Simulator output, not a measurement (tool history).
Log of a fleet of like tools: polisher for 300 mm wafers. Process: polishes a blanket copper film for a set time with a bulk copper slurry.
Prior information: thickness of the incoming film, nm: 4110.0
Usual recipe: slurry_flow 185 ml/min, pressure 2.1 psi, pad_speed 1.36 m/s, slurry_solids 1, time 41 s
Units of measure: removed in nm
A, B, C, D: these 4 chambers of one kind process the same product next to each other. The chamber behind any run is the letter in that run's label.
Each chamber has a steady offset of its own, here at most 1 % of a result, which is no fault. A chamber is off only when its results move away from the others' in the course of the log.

run   hour  slurry_flow  pressure  pad_speed  slurry_solids  time  removed
       4.0  -- chamber B: worn pad replaced by a new one
 1B    7.0          185       2.1       1.36              1    41   378.28
 2D   12.1          185       2.1       1.36              1    41   387.18
 3C   15.8          185       2.1       1.36              1    41   380.61
 4A   24.2          185       2.1       1.36              1    41   376.61
 5A   31.5          185       2.1       1.36              1    41   372.40
      36.1  -- chamber D: worn pad replaced by a new one
 6D   37.3          185       2.1       1.36              1    41   380.33
 7C   44.0          185       2.1       1.36              1    41   380.77
      44.8  -- chamber A: slurry blender recalibrated
 8B   51.3          205       2.6       1.36              1    41   475.52
 9B   55.6          205       2.6       1.36              1    41   478.38
      55.7  -- chamber C: worn pad replaced by a new one
10A   63.8          205       2.6       1.36              1    41   469.43
11D   71.5          205       2.6       1.36              1    41   484.59
      73.9  -- chamber C: slurry blender recalibrated
      74.1  -- chamber A: worn pad replaced by a new one
12C   79.3          210       2.1       1.36              1    41   387.13
      86.4  -- chamber B: worn pad replaced by a new one
13C   86.9          210       2.1       1.36              1    41   385.80
14B   94.7          210       2.1       1.36              1    41   387.43
      95.5  -- chamber C: head pressure recalibrated
15D  100.3          210       2.1       1.36              1    41   392.23
     105.8  -- chamber A: slurry nozzle cleaned
16A  107.6          185       2.1       1.36              1    41   380.88
     110.3  -- chamber D: slurry blender recalibrated
17B  113.6          185       2.1       1.36              1    41   386.78
     115.2  -- chamber D: slurry nozzle cleaned
18D  120.3          185       2.1       1.36              1    41   385.22
19A  125.1          185       2.1       1.36              1    41   370.53
     129.2  -- chamber C: worn pad replaced by a new one
20C  132.1          185       2.1       1.36              1    41   344.73
21B  136.8          185       2.1       1.36              1    41   382.72
22D  143.1          185       2.1       1.36              1    41   388.74
23C  148.0          185       2.1       1.36              1    41   347.88
     152.2  -- chamber A: worn pad replaced by a new one
24A  155.5          185       2.1       1.36              1    41   382.70
     157.3  -- chamber D: worn pad replaced by a new one
25A  160.9          185       2.1       1.36              1    41   376.16
26B  166.2          185       2.1       0.94              1    41   256.01
27D  172.5          185       2.1       0.94              1    41   266.47
     174.0  -- chamber B: worn pad replaced by a new one
     174.9  -- chamber C: slurry blender recalibrated
28C  179.6          185       2.1       0.94              1    41   238.63
29B  183.3          185       2.1       0.94              1    41   259.95
30C  188.8          225       2.1       1.36              1    41   354.93
31D  192.6          225       2.1       1.36              1    41   388.62
     194.1  -- chamber C: worn pad replaced by a new one
32A  198.5          225       2.1       1.36              1    41   382.28
33C  204.4          225       2.1       1.36              1    41   353.30
34B  210.4          185       2.1       1.36              1    41   387.42
35A  215.8          185       2.1       1.36              1    41   375.69
36D  219.7          185       2.1       1.36              1    41   387.13
     221.2  -- chamber A: worn pad replaced by a new one
37D  225.7          185       2.1       1.36              1    41   383.09
38A  232.8          185       2.5       1.36              1    41   442.57
39B  237.5          185       2.5       1.36              1    41   451.93

The same settings go to every chamber for the next run, one line per chamber below. Forecast the results for each:
40A  243.5          185       2.1       1.36              1    41        ?
40B  243.5          185       2.1       1.36              1    41        ?
40C  243.5          185       2.1       1.36              1    41        ?
40D  243.5          185       2.1       1.36              1    41        ?

run  removed
40A   376.39
40B   375.48
40C   339.86
40D   392.78

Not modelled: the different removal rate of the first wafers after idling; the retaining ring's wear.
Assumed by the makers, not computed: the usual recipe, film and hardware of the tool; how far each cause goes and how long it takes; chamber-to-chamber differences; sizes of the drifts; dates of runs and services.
